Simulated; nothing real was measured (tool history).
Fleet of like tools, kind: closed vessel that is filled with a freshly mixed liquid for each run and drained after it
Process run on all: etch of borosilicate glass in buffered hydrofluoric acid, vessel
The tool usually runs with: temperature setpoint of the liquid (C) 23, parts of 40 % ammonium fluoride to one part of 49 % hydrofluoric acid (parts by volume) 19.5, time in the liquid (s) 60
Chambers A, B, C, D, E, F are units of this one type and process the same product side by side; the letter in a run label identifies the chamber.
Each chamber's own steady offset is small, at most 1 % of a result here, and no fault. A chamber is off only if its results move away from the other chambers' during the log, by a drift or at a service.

| run | hour | temperature setpoint of the liquid (C) | parts of 40 % ammonium fluoride to one part of 49 % hydrofluoric acid (parts by volume) | time in the liquid (s) | read-back film thickness of the borosilicate glass reference wafer, read on the same gauge (nm) | thickness taken off the borosilicate glass on a monitor wafer (nm) |
|---|---|---|---|---|---|---|
| 1F | 2.2 | 23 | 19.5 | 60 | 139.98 | 36.019 |
| 2C | 5.6 | 23 | 19.5 | 60 | 140.01 | 37.009 |
| 3B | 8 | 23 | 19.5 | 60 | 140.01 | 37.245 |
| 4A | 12 | 23 | 19.5 | 60 | 140.01 | 36.349 |
| 5E | 14.5 | 23 | 19.5 | 60 | 140 | 37.592 |
| 6D | 18.7 | 23 | 19.5 | 60 | 140.01 | 36.988 |
| 7F | 22.2 | 23 | 19.5 | 60 | 140 | 36.715 |
| 8B | 25.7 | 23 | 19.5 | 60 | 140.01 | 37.156 |
| 9E | 28.1 | 23 | 23.5 | 35 | 139.99 | 18.699 |
| 10D | 31.6 | 23 | 23.5 | 35 | 140 | 18.845 |
| 11A | 36.2 | 23 | 23.5 | 35 | 139.99 | 18.783 |
| 12C | 39.6 | 23 | 23.5 | 35 | 140 | 18.798 |
| 13C | 42.1 | 23 | 23.5 | 35 | 139.97 | 18.742 |
| 14D | 46.9 | 23 | 23.5 | 35 | 140.01 | 19.27 |
| 15F | 51.5 | 23 | 19.5 | 60 | 140.03 | 37.046 |
| 16E | 55.6 | 23 | 19.5 | 60 | 140.01 | 37.351 |
| 17B | 60.4 | 23 | 12.5 | 60 | 140.06 | 56.98 |
| 18A | 63.2 | 23 | 12.5 | 60 | 140.01 | 56.682 |
| 19E | 66.9 | 23 | 12.5 | 60 | 140.03 | 57.668 |
| 20C | 69.9 | 23 | 12.5 | 60 | 140.05 | 56.639 |
| 21A | 72.5 | 23 | 12.5 | 60 | 140.02 | 56.548 |
| 22D | 77.3 | 23 | 12.5 | 60 | 139.98 | 61.16 |
| 23F | 79.5 | 23 | 19.5 | 60 | 140.01 | 36.36 |
| 24B | 83.5 | 23 | 19.5 | 60 | 139.98 | 36.997 |
| 25A | 85.6 | 23 | 19.5 | 60 | 139.98 | 36.627 |
| 26F | 88.7 | 23 | 19.5 | 60 | 139.97 | 36.221 |
| 27B | 91.2 | 23 | 19.5 | 60 | 139.99 | 36.923 |
| 28D | 94.1 | 23 | 19.5 | 60 | 139.99 | 38.732 |
| 29C | 97.9 | 23 | 19.5 | 50 | 140.04 | 30.712 |
| 30E | 101 | 23 | 19.5 | 50 | 140 | 31.048 |
| 31B | 104.1 | 23 | 19.5 | 50 | 140.02 | 31.175 |
| 32C | 107.7 | 23 | 19.5 | 50 | 139.99 | 30.489 |
| 33E | 112.3 | 23 | 19.5 | 50 | 140 | 30.848 |
|  | 113.9 | chamber E: thermometer replaced |
| 34D | 115.6 | 23 | 19.5 | 50 | 140 | 33.765 |
| 35A | 120.2 | 23 | 19.5 | 60 | 139.94 | 36.616 |
|  | 123.3 | chamber E: hydrofluoric acid flow meter replaced |
| 36F | 123.4 | 23 | 19.5 | 60 | 140 | 36.711 |
| 37A | 127.8 | 23 | 19.5 | 60 | 139.99 | 36.944 |
| 38F | 131.2 | 23 | 19.5 | 60 | 140.04 | 36.545 |
| 39C | 134.1 | 23 | 19.5 | 60 | 140.02 | 36.227 |
| 40E | 138.2 | 23 | 19.5 | 60 | 139.97 | 37.144 |

Each of the 6 chambers runs these same settings next. Fill in every chamber's results:
| 41A | 141.7 | 23 | 24 | 60 |  | ? |
| 41B | 141.7 | 23 | 24 | 60 |  | ? |
| 41C | 141.7 | 23 | 24 | 60 |  | ? |
| 41D | 141.7 | 23 | 24 | 60 |  | ? |
| 41E | 141.7 | 23 | 24 | 60 |  | ? |
| 41F | 141.7 | 23 | 24 | 60 |  | ? |

| run | thickness taken off the borosilicate glass on a monitor wafer (nm) |
|---|---|
| 41A | 31.278 |
| 41B | 31.816 |
| 41C | 31.206 |
| 41D | 33.716 |
| 41E | 31.231 |
| 41F | 31.104 |
